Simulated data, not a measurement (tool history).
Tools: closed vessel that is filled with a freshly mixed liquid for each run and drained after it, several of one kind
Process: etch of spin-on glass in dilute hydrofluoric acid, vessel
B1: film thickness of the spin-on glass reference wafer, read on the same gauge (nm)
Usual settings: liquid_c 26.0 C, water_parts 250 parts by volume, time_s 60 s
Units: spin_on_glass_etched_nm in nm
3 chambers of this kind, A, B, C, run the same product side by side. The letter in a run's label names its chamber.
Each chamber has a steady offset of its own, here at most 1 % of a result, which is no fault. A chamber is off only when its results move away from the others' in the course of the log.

Run 1A, hour 7.2: usual settings; B1 80.013. Result: spin_on_glass_etched_nm 12.755 nm.
Run 2B, hour 17.2: usual settings; B1 80.010. Result: spin_on_glass_etched_nm 12.752 nm.
Run 3C, hour 24.6: usual settings; B1 79.962. Result: spin_on_glass_etched_nm 12.772 nm.
Run 4C, hour 35.4: usual settings; B1 80.025. Result: spin_on_glass_etched_nm 12.776 nm.
Run 5B, hour 47.2: usual settings; B1 79.956. Result: spin_on_glass_etched_nm 12.711 nm.
Run 6A, hour 58.1: usual settings; B1 79.994. Result: spin_on_glass_etched_nm 12.689 nm.
Run 7A, hour 64.1: usual settings; B1 79.988. Result: spin_on_glass_etched_nm 12.698 nm.
Run 8C, hour 72.7: usual settings; B1 80.005. Result: spin_on_glass_etched_nm 12.720 nm.
Run 9B, hour 79.7: usual settings; B1 80.021. Result: spin_on_glass_etched_nm 12.789 nm.
Run 10B, hour 90.9: usual settings; B1 80.005. Result: spin_on_glass_etched_nm 12.783 nm.
Run 11C, hour 97.2: usual settings; B1 79.957. Result: spin_on_glass_etched_nm 12.789 nm.
Run 12A, hour 104.5: usual settings; B1 80.009. Result: spin_on_glass_etched_nm 12.863 nm.
Run 13C, hour 114.2: usual settings; B1 79.979. Result: spin_on_glass_etched_nm 12.731 nm.
Run 14B, hour 122.7: usual settings; B1 80.033. Result: spin_on_glass_etched_nm 12.725 nm.
Run 15A, hour 131.9: usual settings; B1 80.001. Result: spin_on_glass_etched_nm 12.872 nm.
Run 16C, hour 141.7: usual settings; B1 79.995. Result: spin_on_glass_etched_nm 12.771 nm.
Run 17A, hour 148.1: usual settings but liquid_c 23.5 C, water_parts 205 parts by volume; B1 80.032. Result: spin_on_glass_etched_nm 15.146 nm.
Run 18B, hour 155.4: usual settings but liquid_c 23.5 C, water_parts 205 parts by volume; B1 80.026. Result: spin_on_glass_etched_nm 14.928 nm.
Run 19C, hour 166.3: usual settings but liquid_c 23.5 C, water_parts 205 parts by volume; B1 79.980. Result: spin_on_glass_etched_nm 14.892 nm.
Run 20A, hour 178.5: usual settings; B1 80.021. Result: spin_on_glass_etched_nm 12.981 nm.
Run 21B, hour 186.1: usual settings; B1 79.960. Result: spin_on_glass_etched_nm 12.691 nm.
Run 22B, hour 197.7: usual settings; B1 80.009. Result: spin_on_glass_etched_nm 12.712 nm.
Run 23C, hour 203.5: usual settings; B1 79.994. Result: spin_on_glass_etched_nm 12.816 nm.
Run 24A, hour 209.7: usual settings but liquid_c 24.0 C, time_s 90 s; B1 79.998. Result: spin_on_glass_etched_nm 18.370 nm.
Run 25B, hour 221.2: usual settings but liquid_c 24.0 C, time_s 90 s; B1 79.982. Result: spin_on_glass_etched_nm 17.820 nm.

All 3 chambers run these settings next. Forecast each chamber's results:
Run 26A, hour 230.4: usual settings. Result: spin_on_glass_etched_nm ?.
Run 26B, hour 230.4: usual settings. Result: spin_on_glass_etched_nm ?.
Run 26C, hour 230.4: usual settings. Result: spin_on_glass_etched_nm ?.

run  spin_on_glass_etched_nm
26A                   13.151
26B                   12.743
26C                   12.752
